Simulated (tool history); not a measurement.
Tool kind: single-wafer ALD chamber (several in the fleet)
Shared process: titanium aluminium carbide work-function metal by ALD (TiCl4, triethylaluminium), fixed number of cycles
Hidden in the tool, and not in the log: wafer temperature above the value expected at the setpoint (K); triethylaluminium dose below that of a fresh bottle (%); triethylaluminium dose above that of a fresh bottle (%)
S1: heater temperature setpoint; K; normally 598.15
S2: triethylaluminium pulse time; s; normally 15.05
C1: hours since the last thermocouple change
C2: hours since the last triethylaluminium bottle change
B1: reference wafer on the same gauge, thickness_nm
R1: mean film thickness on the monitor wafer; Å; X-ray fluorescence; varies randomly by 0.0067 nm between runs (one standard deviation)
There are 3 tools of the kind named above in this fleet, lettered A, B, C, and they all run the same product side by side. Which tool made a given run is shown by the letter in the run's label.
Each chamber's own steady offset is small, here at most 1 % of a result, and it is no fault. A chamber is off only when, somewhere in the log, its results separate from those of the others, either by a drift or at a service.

Run 1A, hour 3.9: usual settings; C1 1359.4; C2 196.1; B1 2.3803. Result: R1 22.717 Å.
Run 2B, hour 8.7: usual settings; C1 886; C2 1224.2; B1 2.3806. Result: R1 22.955 Å.
Run 3C, hour 12.7: usual settings; C1 640.3; C2 1178.5; B1 2.3801. Result: R1 22.909 Å.
Run 4A, hour 17.8: usual settings; C1 1373.3; C2 210; B1 2.3778. Result: R1 22.58 Å.
Run 5B, hour 22.9: usual settings; C1 900.2; C2 1238.4; B1 2.3793. Result: R1 22.794 Å.
Run 6C, hour 30.1: usual settings; C1 657.7; C2 1195.9; B1 2.381. Result: R1 22.987 Å.
Run 7B, hour 38.1: usual settings; C1 915.4; C2 1253.6; B1 2.3804. Result: R1 22.805 Å.
Run 8A, hour 45.7: usual settings; C1 1401.2; C2 237.9; B1 2.3802. Result: R1 22.645 Å.
Run 9C, hour 50: usual settings but S1 612.15 K, S2 18.07 s; C1 677.6; C2 1215.8; B1 2.3805. Result: R1 24.389 Å.
Run 10C, hour 57.4: usual settings but S1 612.15 K, S2 18.07 s; C1 685; C2 1223.2; B1 2.3793. Result: R1 24.352 Å.
Run 11B, hour 61: usual settings but S1 612.15 K, S2 18.07 s; C1 938.3; C2 1276.5; B1 2.3798. Result: R1 24.254 Å.
Run 12A, hour 68.6: usual settings; C1 1424.1; C2 260.8; B1 2.3792. Result: R1 22.667 Å.
Run 13C, hour 74.8: usual settings; C1 702.4; C2 1240.6; B1 2.3807. Result: R1 22.898 Å.
Run 14A, hour 79.2: usual settings; C1 1434.7; C2 271.4; B1 2.3786. Result: R1 22.723 Å.
Run 15B, hour 85.7: usual settings; C1 963; C2 1301.2; B1 2.3817. Result: R1 22.842 Å.
Run 16B, hour 92.9: usual settings; C1 970.2; C2 1308.4; B1 2.3813. Result: R1 22.866 Å.
Run 17A, hour 96.5: usual settings; C1 1452; C2 288.7; B1 2.3802. Result: R1 22.692 Å.
Run 18C, hour 102.1: usual settings but S2 18.63 s; C1 729.7; C2 1267.9; B1 2.3808. Result: R1 22.939 Å.
Run 19C, hour 108.2: usual settings but S2 18.63 s; C1 735.8; C2 1274; B1 2.3792. Result: R1 23.025 Å.
Run 20A, hour 115: usual settings but S2 18.63 s; C1 1470.5; C2 307.2; B1 2.3805. Result: R1 22.707 Å.

All chambers now run identical settings, listed one chamber a line with results as question marks. What results will each chamber show?
Run 21A, hour 120.8: usual settings but S1 612.15 K. Result: R1 ?.
Run 21B, hour 120.8: usual settings but S1 612.15 K. Result: R1 ?.
Run 21C, hour 120.8: usual settings but S1 612.15 K. Result: R1 ?.

run      R1
21A  23.916
21B  24.208
21C  24.224

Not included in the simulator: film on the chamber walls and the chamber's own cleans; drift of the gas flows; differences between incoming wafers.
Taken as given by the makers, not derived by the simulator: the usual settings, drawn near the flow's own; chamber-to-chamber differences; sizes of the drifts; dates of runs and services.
